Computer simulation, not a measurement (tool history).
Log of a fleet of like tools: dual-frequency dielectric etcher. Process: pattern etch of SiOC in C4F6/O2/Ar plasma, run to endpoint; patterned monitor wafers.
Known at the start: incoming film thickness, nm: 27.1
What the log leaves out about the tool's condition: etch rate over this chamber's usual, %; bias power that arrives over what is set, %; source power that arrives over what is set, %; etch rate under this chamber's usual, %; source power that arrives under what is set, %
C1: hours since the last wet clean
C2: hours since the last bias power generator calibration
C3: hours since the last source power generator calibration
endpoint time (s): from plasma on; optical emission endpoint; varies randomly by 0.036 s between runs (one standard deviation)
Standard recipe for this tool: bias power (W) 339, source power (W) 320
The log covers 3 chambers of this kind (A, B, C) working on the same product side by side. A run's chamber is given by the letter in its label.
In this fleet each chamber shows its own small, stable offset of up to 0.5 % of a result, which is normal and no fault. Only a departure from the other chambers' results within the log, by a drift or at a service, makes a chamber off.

Run 1A, hour 10.1: usual settings; C1 285.9; C2 946.0; C3 1757.6. Result: endpoint time (s) 11.437.
Run 2B, hour 23.0: usual settings; C1 269.5; C2 185.5; C3 1617.8. Result: endpoint time (s) 11.510.
Run 3C, hour 31.5: usual settings; C1 186.6; C2 3319.2; C3 1176.5. Result: endpoint time (s) 11.369.
Run 4A, hour 45.4: usual settings; C1 321.2; C2 981.3; C3 1792.9. Result: endpoint time (s) 11.425.
Run 5B, hour 58.7: usual settings but bias power (W) 409, source power (W) 280; C1 305.2; C2 221.2; C3 1653.5. Result: endpoint time (s) 11.236.
Run 6C, hour 69.5: usual settings but bias power (W) 409, source power (W) 280; C1 224.6; C2 3357.2; C3 1214.5. Result: endpoint time (s) 11.215.
Run 7A, hour 83.4: usual settings but bias power (W) 409, source power (W) 280; C1 359.2; C2 1019.3; C3 1830.9. Result: endpoint time (s) 11.213.
Run 8C, hour 91.9: usual settings; C1 247.0; C2 3379.6; C3 1236.9. Result: endpoint time (s) 11.416.
Run 9B, hour 98.2: usual settings; C1 344.7; C2 260.7; C3 1693.0. Result: endpoint time (s) 11.451.
Run 10A, hour 105.2: usual settings; C1 381.0; C2 1041.1; C3 1852.7. Result: endpoint time (s) 11.494.
Run 11B, hour 113.4: usual settings but bias power (W) 275; C1 359.9; C2 275.9; C3 1708.2. Result: endpoint time (s) 12.364.
Run 12C, hour 127.3: usual settings but bias power (W) 275; C1 282.4; C2 3415.0; C3 1272.3. Result: endpoint time (s) 12.260.
At hour 138.9: chamber A: wet clean of the chamber.
Run 13A, hour 140.3: usual settings but bias power (W) 275; C1 1.4; C2 1076.2; C3 1887.8. Result: endpoint time (s) 12.282.
Run 14B, hour 151.1: usual settings; C1 397.6; C2 313.6; C3 1745.9. Result: endpoint time (s) 11.543.
Run 15C, hour 160.3: usual settings; C1 315.4; C2 3448.0; C3 1305.3. Result: endpoint time (s) 11.413.
Run 16A, hour 170.8: usual settings; C1 31.9; C2 1106.7; C3 1918.3. Result: endpoint time (s) 11.434.
Run 17C, hour 184.0: usual settings; C1 339.1; C2 3471.7; C3 1329.0. Result: endpoint time (s) 11.458.
Run 18B, hour 198.2: usual settings; C1 444.7; C2 360.7; C3 1793.0. Result: endpoint time (s) 11.678.
Run 19B, hour 211.8: usual settings; C1 458.3; C2 374.3; C3 1806.6. Result: endpoint time (s) 11.639.
Run 20A, hour 225.1: usual settings; C1 86.2; C2 1161.0; C3 1972.6. Result: endpoint time (s) 11.506.
Run 21C, hour 236.5: usual settings; C1 391.6; C2 3524.2; C3 1381.5. Result: endpoint time (s) 11.432.
Run 22B, hour 250.7: usual settings; C1 497.2; C2 413.2; C3 1845.5. Result: endpoint time (s) 11.690.
Run 23A, hour 264.2: usual settings; C1 125.3; C2 1200.1; C3 2011.7. Result: endpoint time (s) 11.491.
Run 24C, hour 271.1: usual settings; C1 426.2; C2 3558.8; C3 1416.1. Result: endpoint time (s) 11.420.
Run 25A, hour 279.7: usual settings; C1 140.8; C2 1215.6; C3 2027.2. Result: endpoint time (s) 11.462.
Run 26B, hour 290.2: usual settings; C1 536.7; C2 452.7; C3 1885.0. Result: endpoint time (s) 11.769.
Run 27C, hour 303.7: usual settings; C1 458.8; C2 3591.4; C3 1448.7. Result: endpoint time (s) 11.390.
Run 28B, hour 311.0: usual settings; C1 557.5; C2 473.5; C3 1905.8. Result: endpoint time (s) 11.848.
Run 29A, hour 321.8: usual settings; C1 182.9; C2 1257.7; C3 2069.3. Result: endpoint time (s) 11.405.
Run 30C, hour 333.6: usual settings; C1 488.7; C2 3621.3; C3 1478.6. Result: endpoint time (s) 11.438.
Run 31C, hour 340.6: usual settings; C1 495.7; C2 3628.3; C3 1485.6. Result: endpoint time (s) 11.461.
Run 32B, hour 353.7: usual settings but bias power (W) 384; C1 600.2; C2 516.2; C3 1948.5. Result: endpoint time (s) 11.332.

Which is it: a chamber that has drifted or been left off by a service, a gauge drift common to all chambers, or only each chamber's usual small offset? If a chamber is off, name it and its likeliest cause.

Little by little, chamber B moves away from the other chambers.
Most likely cause: etch rate under this chamber's usual, % = 3.49.

Chamber B could run next with any of the 4 candidate recipes listed below; each alters the usual settings, and their results appear as question marks. Which one brings its results back in line with what the other chambers deliver on the usual settings?
Counts as in line when no further than this from what the other chambers average on the usual settings: endpoint time (s) 0.130
Run 33B-1, hour 364.0: usual settings but bias power (W) 320, source power (W) 300. Result: endpoint time (s) ?.
Run 33B-2, hour 364.0: usual settings but bias power (W) 264. Result: endpoint time (s) ?.
Run 33B-3, hour 364.0: usual settings but bias power (W) 358, source power (W) 340. Result: endpoint time (s) ?.
Run 33B-4, hour 364.0: usual settings but source power (W) 410. Result: endpoint time (s) ?.

Usual-settings mean across the other chambers: endpoint time (s) 11.417
  run  endpoint time (s)
33B-1             12.429
33B-2             12.963
33B-3             11.403
33B-4             10.839
Change 33B-3 lands the chamber within the allowed miss of the other chambers.

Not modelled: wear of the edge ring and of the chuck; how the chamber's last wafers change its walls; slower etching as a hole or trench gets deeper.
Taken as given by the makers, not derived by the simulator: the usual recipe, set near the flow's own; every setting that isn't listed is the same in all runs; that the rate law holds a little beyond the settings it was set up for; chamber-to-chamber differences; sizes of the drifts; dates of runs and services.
